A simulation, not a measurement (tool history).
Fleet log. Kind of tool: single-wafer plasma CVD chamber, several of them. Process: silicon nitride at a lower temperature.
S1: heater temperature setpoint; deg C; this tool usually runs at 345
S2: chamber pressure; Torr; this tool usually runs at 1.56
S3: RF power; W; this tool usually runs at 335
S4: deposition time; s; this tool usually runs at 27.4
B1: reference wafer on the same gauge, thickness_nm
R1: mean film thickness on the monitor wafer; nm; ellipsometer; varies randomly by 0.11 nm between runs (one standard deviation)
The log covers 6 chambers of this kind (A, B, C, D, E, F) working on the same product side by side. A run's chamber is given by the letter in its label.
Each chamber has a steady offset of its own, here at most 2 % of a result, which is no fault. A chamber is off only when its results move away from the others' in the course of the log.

run,hour,S1,S2,S3,S4,B1,R1
1D,13.3,345,1.56,335,27.4,32.092,34.277
2C,26.3,345,1.56,335,27.4,32.118,34.067
3F,40.6,345,1.56,335,27.4,32.121,34.442
4B,51.7,345,1.56,335,27.4,32.095,34.489
5E,59.8,333,1.56,335,27.4,32.094,34.633
6A,74.3,333,1.56,335,27.4,32.081,34.765
# hour 90.1: chamber E: RF generator calibrated
7D,90.1,333,1.56,335,27.4,32.089,34.474
8F,105.2,333,1.56,335,27.4,32.092,34.383
9B,112.7,333,1.56,335,27.4,32.11,34.33
10E,128.6,333,1.56,335,27.4,32.086,34.722
11A,139.2,351,1.56,335,27.4,32.102,34.621
12C,148.8,351,1.56,335,27.4,32.103,33.749
13F,162.8,351,1.56,335,27.4,32.1,34.518
14D,171.7,351,1.56,335,27.4,32.125,34.409
15A,178.9,351,1.56,335,27.4,32.074,34.619
16E,187.6,351,1.56,335,27.4,32.114,34.541
# hour 191.1: chamber B: capacitance manometer re-zeroed and calibrated
17B,195.9,345,1.56,335,27.4,32.103,35.148
# hour 205: chamber B: RF generator calibrated
18C,211.7,345,1.56,335,27.4,32.103,33.926
19C,219.4,345,1.56,335,27.4,32.107,33.833
20D,228.9,345,1.56,335,27.4,32.095,34.24
21E,238.8,345,1.56,335,27.4,32.096,34.444
22B,252.8,345,1.56,335,27.4,32.103,35.031
23A,266.6,345,1.56,335,27.4,32.084,34.725
24F,281.1,345,1.56,335,27.4,32.07,34.307
25F,288.3,345,1.56,335,27.4,32.115,34.261
26A,297.3,345,1.56,335,27.4,32.073,34.843
27D,306.6,345,1.56,335,27.4,32.087,34.364
28E,317.2,345,1.56,335,27.4,32.105,34.604
29B,333.5,345,1.56,335,27.4,32.094,35.148
30C,341.7,345,1.56,335,27.4,32.094,34.021
# hour 342.4: chamber F: thermocouple changed; heater temperature recalibrated
31E,349.2,345,1.93,305,27.4,32.102,34.347
32B,359.7,345,1.93,305,27.4,32.092,34.935
33C,367.2,345,1.93,305,27.4,32.098,33.605
34F,374.6,345,1.93,305,27.4,32.09,34.422
35A,386,345,1.93,305,27.4,32.076,34.608
36D,400.3,345,1.93,305,27.4,32.1,34.215

Which is it: a chamber that has drifted or been left off by a service, a gauge drift common to all chambers, or only each chamber's usual small offset? If a chamber is off, name it and its likeliest cause.

Chamber B came out of a service off from its peers and stayed that way.
What lies behind it: true pressure above the setpoint (%) = 6.69.

Below are 4 candidate recipes for chamber B's next run, each the usual settings with a change, their results shown as question marks. Which of them brings B's results back in line with what the other chambers give on the usual settings?
In line here means within this much of the mean the other chambers give on the usual settings: R1 0.39 nm
37B-1,412,345,1.56,335,26.8,,?
37B-2,412,345,1.54,330,26.6,,?
37B-3,412,345,1.58,340,28.2,,?
37B-4,412,345,1.56,345,27.4,,?

What the other chambers average on the usual settings: R1 34.342 nm
run,R1
37B-1,34.315
37B-2,33.61
37B-3,36.577
37B-4,35.753
It is 37B-1 that realigns the chamber with its peers.
